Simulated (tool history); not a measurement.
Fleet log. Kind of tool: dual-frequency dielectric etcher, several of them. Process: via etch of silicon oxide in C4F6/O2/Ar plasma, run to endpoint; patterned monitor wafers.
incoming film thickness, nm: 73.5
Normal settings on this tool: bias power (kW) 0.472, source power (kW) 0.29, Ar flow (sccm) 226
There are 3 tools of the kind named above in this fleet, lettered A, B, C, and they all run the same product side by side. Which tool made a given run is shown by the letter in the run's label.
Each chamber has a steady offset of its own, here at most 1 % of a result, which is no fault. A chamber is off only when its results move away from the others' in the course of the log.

| run | hour | bias power (kW) | source power (kW) | Ar flow (sccm) | endpoint time (s) |
|---|---|---|---|---|---|
| 1A | 9 | 0.472 | 0.29 | 226 | 17.942 |
| 2B | 16.8 | 0.472 | 0.29 | 226 | 17.879 |
| 3C | 27.6 | 0.472 | 0.29 | 226 | 18.016 |
| 4C | 37 | 0.472 | 0.29 | 226 | 18.144 |
| 5B | 50 | 0.472 | 0.29 | 226 | 17.968 |
| 6A | 61.3 | 0.523 | 0.29 | 226 | 17.191 |
| 7C | 74.9 | 0.523 | 0.29 | 226 | 17.407 |
|  | 81 | chamber C: wet clean of the chamber |
| 8B | 89.9 | 0.523 | 0.29 | 226 | 17.209 |
| 9A | 104.9 | 0.472 | 0.29 | 226 | 17.95 |
| 10B | 112.4 | 0.472 | 0.33 | 226 | 17.218 |
| 11C | 126.8 | 0.472 | 0.33 | 226 | 17.449 |
| 12A | 139.8 | 0.472 | 0.33 | 226 | 17.133 |
| 13A | 156.1 | 0.472 | 0.26 | 208 | 18.632 |
| 14B | 170.4 | 0.472 | 0.26 | 208 | 18.521 |
|  | 179.9 | chamber A: source power generator calibrated |
| 15C | 179.9 | 0.472 | 0.26 | 208 | 18.664 |
| 16B | 195.9 | 0.472 | 0.29 | 226 | 17.902 |
| 17C | 206.1 | 0.472 | 0.29 | 226 | 18.021 |
| 18A | 217.1 | 0.472 | 0.29 | 226 | 18.085 |
| 19B | 230.9 | 0.472 | 0.29 | 226 | 17.854 |
| 20A | 238.2 | 0.385 | 0.27 | 226 | 19.985 |
| 21C | 248.1 | 0.385 | 0.27 | 226 | 20.375 |
| 22A | 260.4 | 0.385 | 0.27 | 226 | 19.886 |
| 23B | 275.9 | 0.472 | 0.29 | 226 | 17.723 |
| 24C | 284.6 | 0.472 | 0.29 | 226 | 18.33 |
|  | 295.7 | chamber A: wet clean of the chamber |
| 25C | 300.5 | 0.472 | 0.29 | 226 | 18.241 |
| 26A | 309.1 | 0.472 | 0.29 | 226 | 17.788 |
| 27B | 320.9 | 0.472 | 0.29 | 226 | 17.544 |
| 28C | 328.2 | 0.472 | 0.29 | 226 | 18.24 |
| 29B | 340.5 | 0.472 | 0.29 | 226 | 17.633 |
| 30A | 356.2 | 0.472 | 0.29 | 226 | 17.937 |
| 31B | 367.8 | 0.472 | 0.29 | 226 | 17.336 |
| 32A | 381 | 0.472 | 0.23 | 207 | 19.213 |
| 33C | 395.8 | 0.472 | 0.23 | 207 | 19.726 |
| 34C | 403 | 0.472 | 0.23 | 207 | 19.65 |
| 35A | 418.6 | 0.472 | 0.29 | 226 | 18.019 |
| 36B | 427 | 0.472 | 0.29 | 226 | 17.297 |
| 37C | 436.4 | 0.472 | 0.29 | 226 | 18.145 |
| 38A | 443.8 | 0.472 | 0.29 | 226 | 18.128 |
| 39B | 450.9 | 0.472 | 0.29 | 226 | 17.193 |

Has any chamber moved away from the others, gradually or after a service, or does the common gauge drift, or do the chambers differ only by their own small steady offsets? State the chamber and the most likely cause if one applies.

Little by little, chamber B moves away from the other chambers.
Likeliest cause: etch rate over this chamber's usual, % = 4.9.

Which of the 4 candidates below, each the usual settings with something changed and its results left as question marks, puts chamber B back in line with what the other chambers give on the usual settings?
To be in line, a result may differ from the other chambers' mean on the usual settings by at most: endpoint time (s) 0.35
| 40B-1 | 462.8 | 0.616 | 0.29 | 226 | ? |
| 40B-2 | 462.8 | 0.407 | 0.29 | 226 | ? |
| 40B-3 | 462.8 | 0.505 | 0.31 | 222 | ? |
| 40B-4 | 462.8 | 0.472 | 0.22 | 226 | ? |

What the other chambers average on the usual settings: endpoint time (s) 18.058
| run | endpoint time (s) |
|---|---|
| 40B-1 | 15.411 |
| 40B-2 | 18.076 |
| 40B-3 | 16.213 |
| 40B-4 | 18.94 |
The answer is 40B-2, which returns the chamber to within the allowed miss of the others.
